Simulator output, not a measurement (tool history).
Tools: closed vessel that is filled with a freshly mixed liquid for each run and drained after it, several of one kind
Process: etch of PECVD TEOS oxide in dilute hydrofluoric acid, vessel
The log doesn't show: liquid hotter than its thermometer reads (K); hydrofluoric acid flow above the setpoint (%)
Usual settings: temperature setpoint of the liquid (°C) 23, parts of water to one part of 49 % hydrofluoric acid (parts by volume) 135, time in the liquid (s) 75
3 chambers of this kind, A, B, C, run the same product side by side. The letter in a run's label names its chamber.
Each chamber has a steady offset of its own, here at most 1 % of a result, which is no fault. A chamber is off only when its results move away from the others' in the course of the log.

run,hour,temperature setpoint of the liquid (°C),parts of water to one part of 49 % hydrofluoric acid (parts by volume),time in the liquid (s),hours since the thermometer was replaced,hours since the hydrofluoric acid flow meter was replaced,"read-back film thickness of the PECVD TEOS oxide reference wafer, read on the same gauge (nm)",thickness taken off the PECVD TEOS oxide on a monitor wafer (Å)
1C,10.4,23,135,75,225.6,1365.1,110,57.091
2B,18.9,23,135,75,1088.5,1332.4,110.02,56.667
3A,28.2,23,135,75,614.1,722.4,110.01,57.23
4A,34.4,23,135,75,620.3,728.6,109.98,57.576
5B,46.8,23,135,55,1116.4,1360.3,109.98,42.485
6C,55.4,23,135,55,270.6,1410.1,110.03,41.999
# hour 58.3: chamber B: hydrofluoric acid flow meter replaced
7C,62.7,23,135,55,277.9,1417.4,110.01,41.283
8A,74.6,23,135,75,660.5,768.8,110,58.305
9B,87.3,23,135,75,1156.9,29,110,56.752
10B,98.4,18,135,75,1168,40.1,109.97,47.004
11A,109.5,18,135,75,695.4,803.7,109.99,47.532
12C,118.3,18,135,75,333.5,1473,110.02,45.933
13A,129.6,23,195,55,715.5,823.8,109.98,27.642
14B,135.2,23,195,55,1204.8,76.9,110,27.031
15C,144.7,23,195,55,359.9,1499.4,110,27.16
16A,153.6,23,135,75,739.5,847.8,109.99,58.323
17C,164.7,23,135,75,379.9,1519.4,110.01,56.88
18B,176.1,23,135,75,1245.7,117.8,110.02,56.903
19C,188.3,23,135,75,403.5,1543,109.98,56.902
20B,198.5,23,135,75,1268.1,140.2,109.96,57.368
21A,210.2,23,135,75,796.1,904.4,110,59.568
22B,220.6,23,135,75,1290.2,162.3,110,56.56
23A,227.6,23,135,75,813.5,921.8,110.01,59.511
24C,233.2,23,135,75,448.4,1587.9,110.03,56.591
25B,242.1,23,135,75,1311.7,183.8,110,57.128
26A,249.8,23,135,75,835.7,944,109.98,59.52
27C,259.2,23,135,75,474.4,1613.9,109.99,56.457
28A,265.3,23,135,75,851.2,959.5,110,59.89
29C,274.5,23,135,75,489.7,1629.2,110.01,56.997
30B,283.3,23,135,75,1352.9,225,110.01,57.283
31B,294.8,23,135,75,1364.4,236.5,109.97,56.936
32A,307.4,23,135,75,893.3,1001.6,110.01,60.371
33C,317.2,23,135,75,532.4,1671.9,110.01,56.97
34B,329.8,23,135,75,1399.4,271.5,109.99,57.26
35A,338.6,23,135,75,924.5,1032.8,110.01,60.806
36C,348.3,21.5,135,60,563.5,1703,110,42.88
37C,358.6,21.5,135,60,573.8,1713.3,110.02,42.759
38A,365.3,21.5,135,60,951.2,1059.5,109.99,46.624
39B,373.5,23,135,75,1443.1,315.2,109.97,56.61
40C,385.4,23,135,75,600.6,1740.1,109.99,56.984
41B,394.5,23,135,75,1464.1,336.2,109.99,57.668
42A,400.4,23,135,75,986.3,1094.6,110.01,61.47

Next, every chamber runs the same settings. What will each give?
43A,409.6,23,190,75,,,,?
43B,409.6,23,190,75,,,,?
43C,409.6,23,190,75,,,,?

run,thickness taken off the PECVD TEOS oxide on a monitor wafer (Å)
43A,41.655
43B,38.24
43C,37.743
